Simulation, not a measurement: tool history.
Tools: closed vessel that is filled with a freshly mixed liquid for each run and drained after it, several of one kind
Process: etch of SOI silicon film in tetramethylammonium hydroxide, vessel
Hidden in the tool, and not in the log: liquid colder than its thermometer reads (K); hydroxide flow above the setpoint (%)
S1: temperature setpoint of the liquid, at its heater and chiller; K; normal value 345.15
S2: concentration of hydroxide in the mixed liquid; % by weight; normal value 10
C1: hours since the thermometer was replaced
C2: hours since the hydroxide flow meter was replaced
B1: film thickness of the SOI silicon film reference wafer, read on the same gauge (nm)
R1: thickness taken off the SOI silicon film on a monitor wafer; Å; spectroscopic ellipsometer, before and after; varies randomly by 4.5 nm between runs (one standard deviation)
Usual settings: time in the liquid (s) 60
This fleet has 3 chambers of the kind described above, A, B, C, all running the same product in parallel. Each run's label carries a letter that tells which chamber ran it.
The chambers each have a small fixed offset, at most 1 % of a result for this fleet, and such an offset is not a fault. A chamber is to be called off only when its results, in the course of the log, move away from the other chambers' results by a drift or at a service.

run 1C hour=6.9 | S1=345.15 S2=10 time_in_the_liquid_(s)=60 | C1=458.3 C2=558.2 | B1=79.994 | R1=4790.8
run 2A hour=20.3 | S1=345.15 S2=10 time_in_the_liquid_(s)=60 | C1=1112.3 C2=150.2 | B1=80.012 | R1=4826.8
run 3B hour=29.5 | S1=345.15 S2=10 time_in_the_liquid_(s)=60 | C1=632.4 C2=197.3 | B1=79.983 | R1=4840.2
-- hour=34.7 chamber A: thermometer replaced
run 4C hour=43.1 | S1=345.15 S2=10 time_in_the_liquid_(s)=60 | C1=494.5 C2=594.4 | B1=80.007 | R1=4772.9
run 5B hour=50.2 | S1=345.15 S2=10 time_in_the_liquid_(s)=60 | C1=653.1 C2=218 | B1=79.995 | R1=4830.6
run 6A hour=58.4 | S1=345.15 S2=10 time_in_the_liquid_(s)=60 | C1=23.7 C2=188.3 | B1=80.005 | R1=4841.6
run 7B hour=70.1 | S1=352.65 S2=10 time_in_the_liquid_(s)=60 | C1=673 C2=237.9 | B1=79.992 | R1=7454.1
run 8A hour=80.8 | S1=352.65 S2=10 time_in_the_liquid_(s)=60 | C1=46.1 C2=210.7 | B1=80.029 | R1=7395.7
run 9C hour=93.2 | S1=352.65 S2=10 time_in_the_liquid_(s)=60 | C1=544.6 C2=644.5 | B1=79.979 | R1=7339.8
run 10C hour=99.8 | S1=345.15 S2=10 time_in_the_liquid_(s)=60 | C1=551.2 C2=651.1 | B1=79.973 | R1=4875.8
run 11B hour=113.5 | S1=345.15 S2=10 time_in_the_liquid_(s)=60 | C1=716.4 C2=281.3 | B1=79.99 | R1=4908.1
run 12A hour=122.4 | S1=348.65 S2=10 time_in_the_liquid_(s)=35 | C1=87.7 C2=252.3 | B1=79.98 | R1=3417.3
run 13B hour=132.7 | S1=348.65 S2=10 time_in_the_liquid_(s)=35 | C1=735.6 C2=300.5 | B1=80.02 | R1=3511.2
run 14A hour=142.2 | S1=348.65 S2=10 time_in_the_liquid_(s)=35 | C1=107.5 C2=272.1 | B1=80.005 | R1=3401
run 15C hour=156.9 | S1=345.15 S2=10 time_in_the_liquid_(s)=60 | C1=608.3 C2=708.2 | B1=80.007 | R1=4755
run 16A hour=164.8 | S1=345.15 S2=13 time_in_the_liquid_(s)=60 | C1=130.1 C2=294.7 | B1=79.959 | R1=4461.3
run 17C hour=176.8 | S1=345.15 S2=13 time_in_the_liquid_(s)=60 | C1=628.2 C2=728.1 | B1=80.004 | R1=4324.6
run 18B hour=188 | S1=345.15 S2=13 time_in_the_liquid_(s)=60 | C1=790.9 C2=355.8 | B1=79.987 | R1=4364.7
run 19C hour=202.9 | S1=345.15 S2=10 time_in_the_liquid_(s)=60 | C1=654.3 C2=754.2 | B1=79.984 | R1=4691.3
run 20B hour=216.6 | S1=345.15 S2=10 time_in_the_liquid_(s)=60 | C1=819.5 C2=384.4 | B1=79.993 | R1=4812.3
run 21A hour=223.3 | S1=350.65 S2=10 time_in_the_liquid_(s)=30 | C1=188.6 C2=353.2 | B1=79.993 | R1=3320.3
run 22B hour=233.3 | S1=350.65 S2=10 time_in_the_liquid_(s)=30 | C1=836.2 C2=401.1 | B1=79.991 | R1=3351.2
run 23C hour=241.4 | S1=350.65 S2=10 time_in_the_liquid_(s)=30 | C1=692.8 C2=792.7 | B1=80.012 | R1=3212.1
run 24A hour=248.5 | S1=345.15 S2=10 time_in_the_liquid_(s)=60 | C1=213.8 C2=378.4 | B1=80.007 | R1=4750.1
run 25B hour=260.6 | S1=345.15 S2=8.5 time_in_the_liquid_(s)=60 | C1=863.5 C2=428.4 | B1=79.988 | R1=5157
run 26C hour=267.3 | S1=345.15 S2=8.5 time_in_the_liquid_(s)=60 | C1=718.7 C2=818.6 | B1=79.994 | R1=4918.1
run 27A hour=278.9 | S1=345.15 S2=8.5 time_in_the_liquid_(s)=60 | C1=244.2 C2=408.8 | B1=80 | R1=5046.9
run 28A hour=293.5 | S1=340.65 S2=8.5 time_in_the_liquid_(s)=60 | C1=258.8 C2=423.4 | B1=79.998 | R1=3988.7
run 29B hour=308.3 | S1=340.65 S2=8.5 time_in_the_liquid_(s)=60 | C1=911.2 C2=476.1 | B1=80.003 | R1=3984.8
run 30C hour=316.7 | S1=340.65 S2=8.5 time_in_the_liquid_(s)=60 | C1=768.1 C2=868 | B1=79.997 | R1=3687.4
run 31C hour=323.8 | S1=345.15 S2=10 time_in_the_liquid_(s)=60 | C1=775.2 C2=875.1 | B1=79.977 | R1=4491.9
run 32B hour=335.3 | S1=345.15 S2=10 time_in_the_liquid_(s)=60 | C1=938.2 C2=503.1 | B1=79.989 | R1=4943.9
run 33A hour=344.4 | S1=345.15 S2=11 time_in_the_liquid_(s)=60 | C1=309.7 C2=474.3 | B1=79.984 | R1=4715.1
run 34B hour=357.1 | S1=345.15 S2=11 time_in_the_liquid_(s)=60 | C1=960 C2=524.9 | B1=79.99 | R1=4787.2
run 35C hour=369.8 | S1=345.15 S2=11 time_in_the_liquid_(s)=60 | C1=821.2 C2=921.1 | B1=80.013 | R1=4365.3

All 3 chambers run these settings next. Forecast each chamber's results:
run 36A hour=380.7 | S1=345.15 S2=10 time_in_the_liquid_(s)=60 | R1=?
run 36B hour=380.7 | S1=345.15 S2=10 time_in_the_liquid_(s)=60 | R1=?
run 36C hour=380.7 | S1=345.15 S2=10 time_in_the_liquid_(s)=60 | R1=?

run=36A R1=4867.3
run=36B R1=4878.1
run=36C R1=4492.4
